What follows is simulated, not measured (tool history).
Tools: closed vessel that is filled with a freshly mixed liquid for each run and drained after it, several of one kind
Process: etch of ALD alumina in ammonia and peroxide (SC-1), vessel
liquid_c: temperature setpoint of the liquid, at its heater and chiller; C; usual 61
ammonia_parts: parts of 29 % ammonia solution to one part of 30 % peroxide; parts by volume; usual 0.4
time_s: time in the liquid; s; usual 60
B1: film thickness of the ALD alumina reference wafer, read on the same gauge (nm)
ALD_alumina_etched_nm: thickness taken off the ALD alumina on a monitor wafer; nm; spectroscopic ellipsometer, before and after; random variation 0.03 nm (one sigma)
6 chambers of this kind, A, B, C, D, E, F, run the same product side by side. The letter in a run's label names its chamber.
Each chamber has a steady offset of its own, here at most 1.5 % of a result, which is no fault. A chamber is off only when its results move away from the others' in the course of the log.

run 1E hour=3.1 | liquid_c=61 ammonia_parts=0.4 time_s=60 | B1=49.983 | ALD_alumina_etched_nm=5.193
run 2C hour=5.2 | liquid_c=61 ammonia_parts=0.4 time_s=60 | B1=50 | ALD_alumina_etched_nm=5.0566
run 3A hour=9.3 | liquid_c=61 ammonia_parts=0.4 time_s=60 | B1=49.987 | ALD_alumina_etched_nm=5.151
run 4B hour=12.5 | liquid_c=61 ammonia_parts=0.4 time_s=60 | B1=50.007 | ALD_alumina_etched_nm=5.1497
-- hour=13.3 chamber C: new drum of ammonia solution connected
run 5F hour=15.5 | liquid_c=61 ammonia_parts=0.4 time_s=60 | B1=49.975 | ALD_alumina_etched_nm=5.1455
run 6D hour=18.9 | liquid_c=61 ammonia_parts=0.4 time_s=60 | B1=49.98 | ALD_alumina_etched_nm=5.1619
run 7A hour=21.8 | liquid_c=61 ammonia_parts=0.4 time_s=60 | B1=49.976 | ALD_alumina_etched_nm=5.1439
-- hour=24 chamber E: new drum of ammonia solution connected
run 8F hour=24.9 | liquid_c=61 ammonia_parts=0.4 time_s=60 | B1=50.032 | ALD_alumina_etched_nm=5.1638
run 9B hour=28.1 | liquid_c=61 ammonia_parts=0.3 time_s=60 | B1=50 | ALD_alumina_etched_nm=5.0306
-- hour=30.6 chamber B: new drum of ammonia solution connected
run 10D hour=31 | liquid_c=61 ammonia_parts=0.3 time_s=60 | B1=50.043 | ALD_alumina_etched_nm=5.0089
run 11C hour=33.4 | liquid_c=61 ammonia_parts=0.3 time_s=60 | B1=49.964 | ALD_alumina_etched_nm=4.9452
run 12E hour=36.8 | liquid_c=61 ammonia_parts=0.3 time_s=60 | B1=49.961 | ALD_alumina_etched_nm=5.0849
run 13F hour=40.4 | liquid_c=61 ammonia_parts=0.3 time_s=60 | B1=50.041 | ALD_alumina_etched_nm=4.9995
run 14B hour=44.5 | liquid_c=61 ammonia_parts=0.3 time_s=60 | B1=49.973 | ALD_alumina_etched_nm=4.9999
run 15C hour=48.4 | liquid_c=61 ammonia_parts=0.4 time_s=60 | B1=49.992 | ALD_alumina_etched_nm=5.1229
run 16E hour=50.8 | liquid_c=61 ammonia_parts=0.4 time_s=60 | B1=50.003 | ALD_alumina_etched_nm=5.179
run 17D hour=53.8 | liquid_c=61 ammonia_parts=0.4 time_s=60 | B1=49.927 | ALD_alumina_etched_nm=5.125
run 18A hour=57.8 | liquid_c=61 ammonia_parts=0.35 time_s=45 | B1=49.946 | ALD_alumina_etched_nm=3.9017
run 19E hour=61.6 | liquid_c=61 ammonia_parts=0.35 time_s=45 | B1=50.02 | ALD_alumina_etched_nm=3.8394
run 20A hour=65.4 | liquid_c=61 ammonia_parts=0.35 time_s=45 | B1=50.013 | ALD_alumina_etched_nm=3.8996
run 21B hour=67.4 | liquid_c=61 ammonia_parts=0.35 time_s=45 | B1=50.003 | ALD_alumina_etched_nm=3.8179
run 22F hour=70.2 | liquid_c=61 ammonia_parts=0.35 time_s=45 | B1=50.067 | ALD_alumina_etched_nm=3.8136
run 23D hour=74.5 | liquid_c=61 ammonia_parts=0.35 time_s=45 | B1=49.994 | ALD_alumina_etched_nm=3.7899
run 24C hour=77.2 | liquid_c=61 ammonia_parts=0.4 time_s=60 | B1=49.996 | ALD_alumina_etched_nm=5.0714
run 25F hour=79.6 | liquid_c=61 ammonia_parts=0.4 time_s=60 | B1=50.031 | ALD_alumina_etched_nm=5.0838
run 26D hour=82.2 | liquid_c=61 ammonia_parts=0.4 time_s=60 | B1=49.977 | ALD_alumina_etched_nm=5.1982
run 27B hour=86.2 | liquid_c=61 ammonia_parts=0.4 time_s=60 | B1=50.027 | ALD_alumina_etched_nm=5.1426
run 28C hour=90.2 | liquid_c=61 ammonia_parts=0.4 time_s=60 | B1=50.003 | ALD_alumina_etched_nm=5.1317
run 29A hour=94.3 | liquid_c=61 ammonia_parts=0.4 time_s=60 | B1=49.991 | ALD_alumina_etched_nm=5.4028
run 30E hour=97.5 | liquid_c=61 ammonia_parts=0.4 time_s=60 | B1=50.058 | ALD_alumina_etched_nm=5.1975
run 31B hour=101.5 | liquid_c=61 ammonia_parts=0.4 time_s=60 | B1=50.016 | ALD_alumina_etched_nm=5.1197
run 32E hour=103.5 | liquid_c=61 ammonia_parts=0.4 time_s=60 | B1=50.031 | ALD_alumina_etched_nm=5.1886
run 33F hour=107.2 | liquid_c=61 ammonia_parts=0.4 time_s=60 | B1=50.007 | ALD_alumina_etched_nm=5.1173
run 34D hour=110.1 | liquid_c=61 ammonia_parts=0.4 time_s=60 | B1=49.999 | ALD_alumina_etched_nm=5.0982
run 35A hour=114.2 | liquid_c=61 ammonia_parts=0.4 time_s=60 | B1=50.006 | ALD_alumina_etched_nm=5.4227
run 36C hour=118.3 | liquid_c=61 ammonia_parts=0.4 time_s=60 | B1=50.006 | ALD_alumina_etched_nm=5.1402
run 37D hour=120.8 | liquid_c=61 ammonia_parts=0.4 time_s=60 | B1=50.02 | ALD_alumina_etched_nm=5.1377
run 38B hour=123.8 | liquid_c=61 ammonia_parts=0.4 time_s=60 | B1=50.009 | ALD_alumina_etched_nm=5.1921
run 39E hour=126.4 | liquid_c=61 ammonia_parts=0.4 time_s=60 | B1=50.057 | ALD_alumina_etched_nm=5.1238
run 40F hour=130.4 | liquid_c=61 ammonia_parts=0.4 time_s=60 | B1=49.963 | ALD_alumina_etched_nm=5.1125
run 41C hour=134.2 | liquid_c=61 ammonia_parts=0.4 time_s=60 | B1=49.984 | ALD_alumina_etched_nm=5.1167
run 42A hour=138 | liquid_c=61 ammonia_parts=0.4 time_s=60 | B1=49.995 | ALD_alumina_etched_nm=5.495
run 43D hour=142.1 | liquid_c=61 ammonia_parts=0.4 time_s=60 | B1=50.046 | ALD_alumina_etched_nm=5.1389
run 44E hour=144.4 | liquid_c=61 ammonia_parts=0.4 time_s=60 | B1=50.012 | ALD_alumina_etched_nm=5.1343

Next, every chamber runs the same settings. What will each give?
run 45A hour=147.6 | liquid_c=61 ammonia_parts=0.4 time_s=60 | ALD_alumina_etched_nm=?
run 45B hour=147.6 | liquid_c=61 ammonia_parts=0.4 time_s=60 | ALD_alumina_etched_nm=?
run 45C hour=147.6 | liquid_c=61 ammonia_parts=0.4 time_s=60 | ALD_alumina_etched_nm=?
run 45D hour=147.6 | liquid_c=61 ammonia_parts=0.4 time_s=60 | ALD_alumina_etched_nm=?
run 45E hour=147.6 | liquid_c=61 ammonia_parts=0.4 time_s=60 | ALD_alumina_etched_nm=?
run 45F hour=147.6 | liquid_c=61 ammonia_parts=0.4 time_s=60 | ALD_alumina_etched_nm=?

run=45A ALD_alumina_etched_nm=5.5591
run=45B ALD_alumina_etched_nm=5.1652
run=45C ALD_alumina_etched_nm=5.0657
run=45D ALD_alumina_etched_nm=5.0919
run=45E ALD_alumina_etched_nm=5.17
run=45F ALD_alumina_etched_nm=5.1553

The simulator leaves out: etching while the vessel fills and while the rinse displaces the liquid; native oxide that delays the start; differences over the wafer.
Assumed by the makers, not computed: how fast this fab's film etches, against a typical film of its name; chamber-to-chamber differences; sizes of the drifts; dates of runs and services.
